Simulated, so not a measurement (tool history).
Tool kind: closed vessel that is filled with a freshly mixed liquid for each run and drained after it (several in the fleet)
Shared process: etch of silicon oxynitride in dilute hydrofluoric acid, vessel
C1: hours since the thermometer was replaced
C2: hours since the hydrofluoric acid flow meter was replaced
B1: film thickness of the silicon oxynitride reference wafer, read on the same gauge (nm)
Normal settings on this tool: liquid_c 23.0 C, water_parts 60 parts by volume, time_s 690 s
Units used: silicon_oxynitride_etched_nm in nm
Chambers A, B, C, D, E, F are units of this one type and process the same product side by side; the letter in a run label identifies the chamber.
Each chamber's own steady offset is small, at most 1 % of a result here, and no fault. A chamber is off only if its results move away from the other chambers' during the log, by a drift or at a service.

Run 1F, hour 7.0: usual settings; C1 656.2; C2 551.4; B1 69.979. Result: silicon_oxynitride_etched_nm 17.4870 nm.
Run 2D, hour 12.3: usual settings; C1 1411.9; C2 1100.5; B1 70.020. Result: silicon_oxynitride_etched_nm 17.3920 nm.
Run 3A, hour 16.3: usual settings; C1 1573.2; C2 893.7; B1 69.991. Result: silicon_oxynitride_etched_nm 17.5530 nm.
Run 4E, hour 20.9: usual settings; C1 754.9; C2 599.4; B1 69.999. Result: silicon_oxynitride_etched_nm 17.3830 nm.
Run 5B, hour 25.7: usual settings but water_parts 85 parts by volume; C1 582.1; C2 254.0; B1 69.945. Result: silicon_oxynitride_etched_nm 12.0680 nm.
Run 6C, hour 34.1: usual settings but water_parts 85 parts by volume; C1 1574.6; C2 178.9; B1 69.983. Result: silicon_oxynitride_etched_nm 12.0150 nm.
Run 7F, hour 40.3: usual settings but water_parts 85 parts by volume; C1 689.5; C2 584.7; B1 70.004. Result: silicon_oxynitride_etched_nm 12.2480 nm.
Run 8B, hour 45.8: usual settings but water_parts 85 parts by volume; C1 602.2; C2 274.1; B1 69.982. Result: silicon_oxynitride_etched_nm 12.1610 nm.
Run 9C, hour 49.9: usual settings but water_parts 85 parts by volume; C1 1590.4; C2 194.7; B1 70.008. Result: silicon_oxynitride_etched_nm 11.9430 nm.
Run 10D, hour 56.2: usual settings but water_parts 85 parts by volume; C1 1455.8; C2 1144.4; B1 70.036. Result: silicon_oxynitride_etched_nm 12.1940 nm.
Run 11E, hour 61.7: usual settings; C1 795.7; C2 640.2; B1 70.001. Result: silicon_oxynitride_etched_nm 17.5520 nm.
At hour 63.1: chamber A: thermometer replaced.
Run 12A, hour 69.2: usual settings; C1 6.2; C2 946.6; B1 69.998. Result: silicon_oxynitride_etched_nm 17.7250 nm.
Run 13D, hour 77.0: usual settings; C1 1476.6; C2 1165.2; B1 70.018. Result: silicon_oxynitride_etched_nm 17.3260 nm.
Run 14C, hour 81.6: usual settings; C1 1622.1; C2 226.4; B1 70.007. Result: silicon_oxynitride_etched_nm 17.3880 nm.
Run 15F, hour 90.6: usual settings; C1 739.8; C2 635.0; B1 70.002. Result: silicon_oxynitride_etched_nm 17.5950 nm.
Run 16E, hour 94.9: usual settings; C1 828.9; C2 673.4; B1 69.993. Result: silicon_oxynitride_etched_nm 17.6680 nm.
Run 17A, hour 102.1: usual settings; C1 39.1; C2 979.5; B1 70.055. Result: silicon_oxynitride_etched_nm 17.3370 nm.
Run 18B, hour 108.5: usual settings; C1 664.9; C2 336.8; B1 69.975. Result: silicon_oxynitride_etched_nm 17.3910 nm.
Run 19D, hour 114.6: usual settings; C1 1514.2; C2 1202.8; B1 69.984. Result: silicon_oxynitride_etched_nm 17.5750 nm.
Run 20E, hour 123.3: usual settings but liquid_c 25.5 C; C1 857.3; C2 701.8; B1 70.038. Result: silicon_oxynitride_etched_nm 19.8000 nm.
Run 21B, hour 128.5: usual settings but liquid_c 25.5 C; C1 684.9; C2 356.8; B1 69.981. Result: silicon_oxynitride_etched_nm 19.6860 nm.
Run 22A, hour 134.0: usual settings but liquid_c 25.5 C; C1 71.0; C2 1011.4; B1 69.999. Result: silicon_oxynitride_etched_nm 19.4820 nm.
Run 23C, hour 139.7: usual settings but liquid_c 25.5 C; C1 1680.2; C2 284.5; B1 70.051. Result: silicon_oxynitride_etched_nm 19.3430 nm.
Run 24F, hour 148.4: usual settings but liquid_c 25.5 C; C1 797.6; C2 692.8; B1 69.953. Result: silicon_oxynitride_etched_nm 19.6080 nm.
Run 25D, hour 155.8: usual settings but liquid_c 25.5 C; C1 1555.4; C2 1244.0; B1 70.011. Result: silicon_oxynitride_etched_nm 19.7380 nm.
Run 26C, hour 161.8: usual settings but time_s 320 s; C1 1702.3; C2 306.6; B1 69.985. Result: silicon_oxynitride_etched_nm 8.0035 nm.
Run 27E, hour 170.3: usual settings but time_s 320 s; C1 904.3; C2 748.8; B1 69.954. Result: silicon_oxynitride_etched_nm 8.2754 nm.
Run 28B, hour 175.8: usual settings but time_s 320 s; C1 732.2; C2 404.1; B1 70.022. Result: silicon_oxynitride_etched_nm 8.0713 nm.
Run 29F, hour 183.9: usual settings but time_s 320 s; C1 833.1; C2 728.3; B1 69.995. Result: silicon_oxynitride_etched_nm 8.0254 nm.
Run 30A, hour 191.6: usual settings but time_s 320 s; C1 128.6; C2 1069.0; B1 70.005. Result: silicon_oxynitride_etched_nm 8.1398 nm.
Run 31C, hour 199.3: usual settings but time_s 320 s; C1 1739.8; C2 344.1; B1 69.988. Result: silicon_oxynitride_etched_nm 8.0618 nm.
Run 32F, hour 204.3: usual settings; C1 853.5; C2 748.7; B1 70.045. Result: silicon_oxynitride_etched_nm 17.2890 nm.
Run 33A, hour 209.3: usual settings; C1 146.3; C2 1086.7; B1 70.004. Result: silicon_oxynitride_etched_nm 17.5180 nm.
Run 34D, hour 213.8: usual settings; C1 1613.4; C2 1302.0; B1 69.993. Result: silicon_oxynitride_etched_nm 17.4010 nm.
Run 35E, hour 221.0: usual settings; C1 955.0; C2 799.5; B1 69.973. Result: silicon_oxynitride_etched_nm 17.8160 nm.
Run 36B, hour 226.2: usual settings; C1 782.6; C2 454.5; B1 69.989. Result: silicon_oxynitride_etched_nm 17.4960 nm.
Run 37C, hour 235.1: usual settings; C1 1775.6; C2 379.9; B1 69.977. Result: silicon_oxynitride_etched_nm 17.3140 nm.
Run 38D, hour 241.3: usual settings but time_s 525 s; C1 1640.9; C2 1329.5; B1 69.976. Result: silicon_oxynitride_etched_nm 13.3410 nm.
Run 39F, hour 249.0: usual settings but time_s 525 s; C1 898.2; C2 793.4; B1 69.971. Result: silicon_oxynitride_etched_nm 13.2590 nm.
Run 40E, hour 256.7: usual settings but time_s 525 s; C1 990.7; C2 835.2; B1 69.952. Result: silicon_oxynitride_etched_nm 13.9080 nm.
Run 41B, hour 263.5: usual settings but time_s 525 s; C1 819.9; C2 491.8; B1 70.034. Result: silicon_oxynitride_etched_nm 13.1620 nm.
Run 42A, hour 267.9: usual settings but time_s 525 s; C1 204.9; C2 1145.3; B1 69.969. Result: silicon_oxynitride_etched_nm 13.3970 nm.

Which is it: a chamber that has drifted or been left off by a service, a gauge drift common to all chambers, or only each chamber's usual small offset? If a chamber is off, name it and its likeliest cause.

It is chamber E that slowly wanders off from its peers.
Cause: liquid hotter than its thermometer reads (K) = 0.861.
The log might look much the same if the cause were instead: hydrofluoric acid flow above the setpoint (%).

Chamber E could run next with any of the 4 candidate recipes listed below; each alters the usual settings, and their results appear as question marks. Which one brings its results back in line with what the other chambers deliver on the usual settings?
In line here means within this much of the mean the other chambers give on the usual settings: silicon_oxynitride_etched_nm 0.4300 nm
Run 43E-1, hour 274.3: usual settings but time_s 670 s. Result: silicon_oxynitride_etched_nm ?.
Run 43E-2, hour 274.3: usual settings but water_parts 65 parts by volume. Result: silicon_oxynitride_etched_nm ?.
Run 43E-3, hour 274.3: usual settings but time_s 710 s. Result: silicon_oxynitride_etched_nm ?.
Run 43E-4, hour 274.3: usual settings but time_s 745 s. Result: silicon_oxynitride_etched_nm ?.

Mean of the other chambers on the usual settings: silicon_oxynitride_etched_nm 17.4350 nm
  run  silicon_oxynitride_etched_nm
43E-1                       17.6340
43E-2                       16.6730
43E-3                       18.6870
43E-4                       19.6080
43E-1 is the one that brings the chamber's results back in line with the other chambers.
